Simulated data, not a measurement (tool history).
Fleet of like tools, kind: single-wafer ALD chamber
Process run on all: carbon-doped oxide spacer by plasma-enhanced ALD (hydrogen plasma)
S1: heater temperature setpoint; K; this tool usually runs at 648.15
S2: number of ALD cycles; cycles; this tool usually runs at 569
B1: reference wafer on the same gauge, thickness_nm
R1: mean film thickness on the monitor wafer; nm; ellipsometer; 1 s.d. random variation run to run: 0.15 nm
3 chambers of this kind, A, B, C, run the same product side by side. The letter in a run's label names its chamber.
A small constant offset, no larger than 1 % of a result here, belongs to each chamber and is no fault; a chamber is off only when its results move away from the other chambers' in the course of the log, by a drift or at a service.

run	day	S1	S2	B1	R1
1C	0.175	648.15	569	25.08	28.61
2A	0.35	648.15	569	25.049	28.349
3B	0.483	648.15	569	25.096	28.875
4C	0.671	648.15	569	25.085	28.439
5B	0.85	648.15	569	25.113	28.666
6A	1.021	648.15	569	25.112	28.364
7B	1.125	642.15	569	25.097	28.6
8A	1.279	642.15	569	25.093	28.614
9C	1.371	642.15	569	25.083	28.798
10B	1.554	648.15	569	25.111	28.847
11A	1.658	648.15	569	25.089	28.213
12C	1.8	648.15	569	25.11	28.685
13C	1.992	648.15	569	25.085	28.491
14B	2.1	648.15	569	25.113	28.615
15A	2.262	648.15	569	25.113	28.449
16A	2.412	648.15	569	25.104	28.433
17C	2.588	648.15	569	25.076	28.722
18B	2.767	648.15	569	25.118	28.641
19B	2.958	648.15	569	25.095	28.699
20A	3.117	648.15	569	25.074	28.657
21C	3.321	648.15	569	25.065	28.659
22C	3.512	648.15	569	25.11	28.618
23A	3.617	648.15	569	25.123	28.466
24B	3.8	648.15	569	25.091	28.918
25C	3.958	661.15	498	25.071	25.058
26A	4.125	661.15	498	25.127	24.925
27B	4.271	661.15	498	25.117	25.247
28B	4.379	648.15	569	25.126	28.819
29A	4.583	648.15	569	25.11	28.314
30C	4.75	648.15	569	25.123	28.444
31C	4.85	648.15	569	25.086	28.486
32B	4.962	648.15	569	25.111	28.424
33A	5.142	648.15	569	25.081	28.416
34A	5.338	648.15	569	25.073	28.596
35C	5.467	648.15	569	25.104	28.496
36B	5.633	659.15	464	25.089	23.357
37C	5.742	659.15	464	25.084	23.355
38A	5.904	659.15	464	25.11	23.255
39B	6.033	648.15	569	25.105	28.863
40A	6.162	648.15	569	25.085	28.537

Which is it: a chamber that has drifted or been left off by a service, a gauge drift common to all chambers, or only each chamber's usual small offset? If a chamber is off, name it and its likeliest cause.

The fleet is healthy, with each chamber sitting at its usual small offset and no drift in the gauge.
